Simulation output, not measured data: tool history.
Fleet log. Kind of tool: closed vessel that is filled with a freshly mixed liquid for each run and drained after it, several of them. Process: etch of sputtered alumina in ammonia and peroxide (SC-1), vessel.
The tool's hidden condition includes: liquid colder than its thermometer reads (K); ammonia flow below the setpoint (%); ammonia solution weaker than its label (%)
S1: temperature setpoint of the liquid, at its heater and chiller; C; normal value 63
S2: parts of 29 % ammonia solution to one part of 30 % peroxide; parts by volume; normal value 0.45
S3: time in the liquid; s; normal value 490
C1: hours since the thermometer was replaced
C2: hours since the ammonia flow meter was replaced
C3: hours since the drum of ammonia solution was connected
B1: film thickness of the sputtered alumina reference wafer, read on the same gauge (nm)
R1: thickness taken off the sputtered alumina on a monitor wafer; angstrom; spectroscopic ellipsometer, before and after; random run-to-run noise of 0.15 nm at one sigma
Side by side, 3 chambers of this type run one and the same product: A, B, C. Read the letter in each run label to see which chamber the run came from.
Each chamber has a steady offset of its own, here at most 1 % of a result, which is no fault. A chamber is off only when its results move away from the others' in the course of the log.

run 1A hour=5.6 | S1=63 S2=0.45 S3=490 | C1=1811.3 C2=1702.9 C3=543.3 | B1=109.98 | R1=443.30
run 2B hour=10.0 | S1=63 S2=0.45 S3=490 | C1=742.6 C2=88.5 C3=68.2 | B1=110.01 | R1=438.20
run 3C hour=14.9 | S1=63 S2=0.45 S3=490 | C1=272.0 C2=1295.9 C3=173.3 | B1=110.01 | R1=441.13
run 4C hour=22.9 | S1=63 S2=0.45 S3=490 | C1=280.0 C2=1303.9 C3=181.3 | B1=109.99 | R1=438.94
run 5B hour=27.7 | S1=63 S2=0.45 S3=490 | C1=760.3 C2=106.2 C3=85.9 | B1=110.01 | R1=441.18
run 6A hour=34.2 | S1=63 S2=0.45 S3=490 | C1=1839.9 C2=1731.5 C3=571.9 | B1=109.99 | R1=444.07
run 7C hour=41.4 | S1=63 S2=0.60 S3=740 | C1=298.5 C2=1322.4 C3=199.8 | B1=109.99 | R1=680.30
run 8B hour=46.9 | S1=63 S2=0.60 S3=740 | C1=779.5 C2=125.4 C3=105.1 | B1=109.99 | R1=680.78
run 9A hour=52.7 | S1=63 S2=0.60 S3=740 | C1=1858.4 C2=1750.0 C3=590.4 | B1=110.00 | R1=687.97
run 10B hour=58.6 | S1=63 S2=0.45 S3=490 | C1=791.2 C2=137.1 C3=116.8 | B1=110.00 | R1=437.46
-- hour=60.0 chamber B: thermometer replaced
-- hour=62.5 chamber A: ammonia flow meter replaced
run 11C hour=66.1 | S1=63 S2=0.45 S3=490 | C1=323.2 C2=1347.1 C3=224.5 | B1=110.00 | R1=438.94
run 12A hour=72.3 | S1=63 S2=0.45 S3=490 | C1=1878.0 C2=9.9 C3=610.0 | B1=110.01 | R1=442.39
run 13B hour=77.3 | S1=63 S2=0.45 S3=490 | C1=17.3 C2=155.8 C3=135.5 | B1=109.98 | R1=437.25
run 14C hour=83.9 | S1=63 S2=0.45 S3=490 | C1=341.0 C2=1364.9 C3=242.3 | B1=109.99 | R1=439.09
run 15A hour=90.9 | S1=63 S2=0.45 S3=490 | C1=1896.6 C2=28.5 C3=628.6 | B1=110.01 | R1=445.30
run 16A hour=95.1 | S1=63 S2=0.45 S3=490 | C1=1900.8 C2=32.7 C3=632.8 | B1=109.97 | R1=444.56
run 17B hour=98.8 | S1=63 S2=0.45 S3=490 | C1=38.8 C2=177.3 C3=157.0 | B1=109.98 | R1=437.47
run 18C hour=104.2 | S1=63 S2=0.45 S3=490 | C1=361.3 C2=1385.2 C3=262.6 | B1=110.00 | R1=441.54
run 19A hour=110.0 | S1=63 S2=0.45 S3=490 | C1=1915.7 C2=47.6 C3=647.7 | B1=110.02 | R1=442.38
run 20B hour=114.8 | S1=63 S2=0.45 S3=490 | C1=54.8 C2=193.3 C3=173.0 | B1=109.97 | R1=437.35
run 21C hour=120.8 | S1=63 S2=0.45 S3=490 | C1=377.9 C2=1401.8 C3=279.2 | B1=109.99 | R1=441.09
run 22C hour=128.7 | S1=63 S2=0.45 S3=490 | C1=385.8 C2=1409.7 C3=287.1 | B1=110.00 | R1=443.94
run 23B hour=135.8 | S1=63 S2=0.45 S3=490 | C1=75.8 C2=214.3 C3=194.0 | B1=110.03 | R1=436.03
run 24A hour=140.8 | S1=63 S2=0.55 S3=715 | C1=1946.5 C2=78.4 C3=678.5 | B1=110.00 | R1=658.69
run 25B hour=146.6 | S1=63 S2=0.55 S3=715 | C1=86.6 C2=225.1 C3=204.8 | B1=109.99 | R1=654.54
run 26C hour=150.2 | S1=63 S2=0.55 S3=715 | C1=407.3 C2=1431.2 C3=308.6 | B1=110.00 | R1=656.04
run 27A hour=155.8 | S1=63 S2=0.45 S3=755 | C1=1961.5 C2=93.4 C3=693.5 | B1=109.98 | R1=682.85
run 28B hour=160.6 | S1=63 S2=0.45 S3=755 | C1=100.6 C2=239.1 C3=218.8 | B1=110.03 | R1=671.80
run 29A hour=165.0 | S1=63 S2=0.45 S3=755 | C1=1970.7 C2=102.6 C3=702.7 | B1=110.01 | R1=679.32
run 30C hour=172.7 | S1=63 S2=0.45 S3=490 | C1=429.8 C2=1453.7 C3=331.1 | B1=110.01 | R1=438.99
run 31C hour=179.1 | S1=63 S2=0.45 S3=490 | C1=436.2 C2=1460.1 C3=337.5 | B1=110.01 | R1=440.70
run 32A hour=184.5 | S1=63 S2=0.45 S3=490 | C1=1990.2 C2=122.1 C3=722.2 | B1=110.00 | R1=445.48
run 33B hour=191.7 | S1=63 S2=0.45 S3=490 | C1=131.7 C2=270.2 C3=249.9 | B1=110.00 | R1=436.61

Is one chamber off against the others, does the gauge drift, or is nothing wrong? If a chamber is off, say which, and what the likeliest cause is.

Nothing is wrong: each chamber keeps only its own small, steady offset and the gauge holds still.

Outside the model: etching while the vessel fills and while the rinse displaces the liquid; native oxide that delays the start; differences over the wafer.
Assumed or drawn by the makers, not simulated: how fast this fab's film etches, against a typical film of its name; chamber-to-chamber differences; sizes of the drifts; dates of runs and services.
